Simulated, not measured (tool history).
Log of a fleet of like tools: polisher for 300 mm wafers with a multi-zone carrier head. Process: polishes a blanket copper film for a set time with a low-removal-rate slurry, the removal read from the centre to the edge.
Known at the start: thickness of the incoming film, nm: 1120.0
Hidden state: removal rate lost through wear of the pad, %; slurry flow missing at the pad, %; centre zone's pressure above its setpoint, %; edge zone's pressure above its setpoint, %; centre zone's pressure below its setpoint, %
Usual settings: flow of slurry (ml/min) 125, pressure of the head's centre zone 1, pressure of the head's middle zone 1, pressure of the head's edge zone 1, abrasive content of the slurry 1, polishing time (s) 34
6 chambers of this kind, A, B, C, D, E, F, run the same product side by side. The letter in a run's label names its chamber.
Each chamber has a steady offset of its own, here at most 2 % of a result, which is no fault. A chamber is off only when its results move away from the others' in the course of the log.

| run | day | flow of slurry (ml/min) | pressure of the head's centre zone | pressure of the head's middle zone | pressure of the head's edge zone | abrasive content of the slurry | polishing time (s) | wafers polished on this pad | hours since the slurry nozzle was cleaned | hours since the centre zone pressure was calibrated | hours since the edge zone pressure was calibrated | film removed at the wafer's centre (nm) | film removed at mid-radius (nm) | film removed at the wafer's edge (nm) |
|---|---|---|---|---|---|---|---|---|---|---|---|---|---|---|
| 1C | 0.238 | 125 | 1 | 1 | 1 | 1 | 34 | 208 | 102.1 | 982.7 | 147.3 | 137.54 | 137.25 | 133.75 |
| 2F | 0.442 | 125 | 1 | 1 | 1 | 1 | 34 | 1004 | 245.5 | 894.3 | 355.3 | 136.6 | 135.86 | 137.07 |
| 3A | 0.596 | 125 | 1 | 1 | 1 | 1 | 34 | 1398 | 135.5 | 558.5 | 242.2 | 133.72 | 135.11 | 133.92 |
|  | 0.604 | chamber E: worn pad replaced by a new one |
|  | 0.742 | chamber E: slurry nozzle cleaned |
|  | 0.775 | chamber A: worn pad replaced by a new one |
| 4D | 0.792 | 125 | 1 | 1 | 1 | 1 | 34 | 460 | 296.9 | 437.1 | 1147.3 | 136.63 | 136.19 | 134.59 |
|  | 0.983 | chamber F: worn pad replaced by a new one |
|  | 0.992 | chamber C: worn pad replaced by a new one |
| 5E | 1.021 | 125 | 1 | 1 | 1 | 1 | 34 | 190 | 6.8 | 220.6 | 741.1 | 137.59 | 137.52 | 134.96 |
|  | 1.092 | chamber B: worn pad replaced by a new one |
| 6B | 1.162 | 125 | 1 | 1 | 1 | 1 | 34 | 33 | 62.8 | 77.9 | 460.1 | 138.51 | 136.95 | 136.93 |
|  | 1.192 | chamber D: worn pad replaced by a new one |
| 7E | 1.358 | 125 | 1 | 0.93 | 0.94 | 1 | 34 | 343 | 14.9 | 228.7 | 749.2 | 133.66 | 126.95 | 132.35 |
| 8F | 1.479 | 125 | 1 | 0.93 | 0.94 | 1 | 34 | 225 | 270.4 | 919.2 | 380.2 | 134.13 | 125.68 | 129.1 |
| 9A | 1.658 | 125 | 1 | 0.93 | 0.94 | 1 | 34 | 400 | 161 | 584 | 267.7 | 138.68 | 125.97 | 131.54 |
| 10B | 1.779 | 125 | 1 | 0.93 | 0.94 | 1 | 34 | 312 | 77.6 | 92.7 | 474.9 | 135.02 | 127.69 | 132.12 |
| 11C | 1.971 | 125 | 1 | 0.93 | 0.94 | 1 | 34 | 444 | 143.7 | 1024.3 | 188.9 | 135.84 | 127.36 | 130.4 |
| 12D | 2.212 | 125 | 1 | 0.93 | 0.94 | 1 | 34 | 464 | 331 | 471.2 | 1181.4 | 137.33 | 128.35 | 131.87 |
|  | 2.292 | chamber C: worn pad replaced by a new one |
| 13A | 2.458 | 125 | 1 | 1 | 1 | 1 | 34 | 763 | 180.2 | 603.2 | 286.9 | 137.51 | 134.57 | 136.98 |
|  | 2.475 | chamber D: worn pad replaced by a new one |
| 14B | 2.567 | 125 | 1 | 1 | 1 | 1 | 27 | 669 | 96.5 | 111.6 | 493.8 | 110.32 | 107.95 | 106.08 |
| 15C | 2.808 | 125 | 1 | 1 | 1 | 1 | 27 | 235 | 163.8 | 1044.4 | 209 | 108.86 | 110.23 | 105.75 |
| 16F | 3.021 | 125 | 1 | 1 | 1 | 1 | 27 | 924 | 307.4 | 956.2 | 417.2 | 109 | 107.74 | 107.16 |
| 17D | 3.171 | 125 | 1 | 1 | 1 | 1 | 27 | 317 | 354 | 494.2 | 1204.4 | 104.78 | 108.31 | 107.3 |
| 18E | 3.362 | 125 | 1 | 1 | 1 | 1 | 27 | 1252 | 63 | 276.8 | 797.3 | 108.07 | 107.7 | 108.01 |
|  | 3.429 | chamber F: worn pad replaced by a new one |
|  | 3.433 | chamber E: worn pad replaced by a new one |
| 19E | 3.504 | 125 | 1 | 1 | 1 | 1 | 27 | 33 | 66.4 | 280.2 | 800.7 | 105.35 | 108.89 | 108.12 |
| 20D | 3.717 | 125 | 1 | 1 | 1 | 1 | 34 | 564 | 367.1 | 507.3 | 1217.5 | 138.03 | 135.71 | 135.63 |
|  | 3.738 | chamber A: worn pad replaced by a new one |
|  | 3.804 | chamber C: worn pad replaced by a new one |
| 21A | 3.854 | 125 | 1 | 1 | 1 | 1 | 34 | 54 | 213.7 | 636.7 | 320.4 | 136.28 | 135.13 | 135.95 |
|  | 3.892 | chamber D: worn pad replaced by a new one |
| 22C | 4.021 | 125 | 1 | 1 | 1 | 1 | 34 | 99 | 192.9 | 1073.5 | 238.1 | 133.84 | 137.35 | 133.49 |
|  | 4.096 | chamber B: worn pad replaced by a new one |
| 23B | 4.129 | 125 | 1 | 1 | 1 | 1 | 34 | 16 | 134 | 149.1 | 531.3 | 138.5 | 135.9 | 134.96 |
| 24F | 4.267 | 125 | 1 | 1 | 1 | 1 | 34 | 381 | 337.3 | 986.1 | 447.1 | 137.15 | 135.28 | 135.09 |
| 25D | 4.388 | 125 | 1 | 1 | 1 | 1 | 34 | 226 | 383.2 | 523.4 | 1233.6 | 137.41 | 136.7 | 139 |
|  | 4.475 | chamber F: edge zone pressure recalibrated |
| 26E | 4.55 | 155 | 1 | 1.1 | 1 | 1 | 34 | 507 | 91.5 | 305.3 | 825.8 | 135.98 | 153.24 | 136.95 |
| 27F | 4.688 | 155 | 1 | 1.1 | 1 | 1 | 34 | 571 | 347.4 | 996.2 | 5.1 | 145.32 | 156.79 | 141.49 |
|  | 4.796 | chamber C: slurry nozzle cleaned |
| 28B | 4.879 | 155 | 1 | 1.1 | 1 | 1 | 34 | 356 | 152 | 167.1 | 549.3 | 139.52 | 156.04 | 138.9 |
| 29A | 5.117 | 155 | 1 | 1.1 | 1 | 1 | 34 | 626 | 244 | 667 | 350.7 | 146.81 | 150.84 | 140.51 |
|  | 5.238 | chamber D: worn pad replaced by a new one |
|  | 5.296 | chamber C: worn pad replaced by a new one |
| 30C | 5.296 | 155 | 1 | 1.1 | 1 | 1 | 34 | 1 | 12 | 1104.1 | 268.7 | 143.6 | 156.91 | 138.11 |
| 31B | 5.458 | 155 | 1 | 1.1 | 1 | 1 | 34 | 618 | 165.9 | 181 | 563.2 | 141.02 | 154.54 | 141.76 |
|  | 5.554 | chamber F: worn pad replaced by a new one |
| 32E | 5.6 | 125 | 1 | 1 | 1 | 1 | 34 | 984 | 116.7 | 330.5 | 851 | 128.93 | 137.08 | 134.36 |
| 33A | 5.792 | 125 | 1 | 0.9 | 1 | 1 | 34 | 933 | 260.2 | 683.2 | 366.9 | 137.4 | 122.03 | 135.72 |
| 34D | 5.979 | 125 | 1 | 0.9 | 1 | 1 | 34 | 337 | 421.4 | 561.6 | 1271.8 | 138.52 | 124.41 | 134.83 |
| 35C | 6.117 | 125 | 1 | 0.9 | 1 | 1 | 34 | 373 | 31.7 | 1123.8 | 288.4 | 136.22 | 125.64 | 137.2 |
|  | 6.221 | chamber E: worn pad replaced by a new one |
| 36F | 6.262 | 125 | 1 | 0.9 | 1 | 1 | 34 | 322 | 385.2 | 1034 | 42.9 | 137.84 | 122.68 | 138.75 |
| 37A | 6.425 | 125 | 1 | 0.9 | 1 | 1 | 34 | 1220 | 275.4 | 698.4 | 382.1 | 135.29 | 123.09 | 136.81 |
| 38E | 6.638 | 125 | 1 | 0.9 | 1 | 1 | 34 | 188 | 141.6 | 355.4 | 875.9 | 127.52 | 123.65 | 137.14 |
|  | 6.671 | chamber D: worn pad replaced by a new one |
| 39F | 6.754 | 125 | 1 | 1 | 1 | 1 | 34 | 545 | 397 | 1045.8 | 54.7 | 132.89 | 137.33 | 137.84 |
| 40D | 6.862 | 100 | 1 | 0.95 | 1 | 1 | 34 | 88 | 442.6 | 582.8 | 1293 | 131.15 | 121.64 | 131.78 |

Next, every chamber runs the same settings. What will each give?
| 41A | 7.042 | 125 | 1 | 1 | 0.95 | 1 | 34 |  |  |  |  | ? | ? | ? |
| 41B | 7.042 | 125 | 1 | 1 | 0.95 | 1 | 34 |  |  |  |  | ? | ? | ? |
| 41C | 7.042 | 125 | 1 | 1 | 0.95 | 1 | 34 |  |  |  |  | ? | ? | ? |
| 41D | 7.042 | 125 | 1 | 1 | 0.95 | 1 | 34 |  |  |  |  | ? | ? | ? |
| 41E | 7.042 | 125 | 1 | 1 | 0.95 | 1 | 34 |  |  |  |  | ? | ? | ? |
| 41F | 7.042 | 125 | 1 | 1 | 0.95 | 1 | 34 |  |  |  |  | ? | ? | ? |

| run | film removed at the wafer's centre (nm) | film removed at mid-radius (nm) | film removed at the wafer's edge (nm) |
|---|---|---|---|
| 41A | 137.54 | 132.32 | 130.37 |
| 41B | 135.77 | 136.18 | 130.57 |
| 41C | 138.69 | 137.23 | 131.21 |
| 41D | 135.1 | 135.86 | 132.29 |
| 41E | 124.73 | 134.43 | 131.82 |
| 41F | 137.35 | 135.35 | 131.31 |
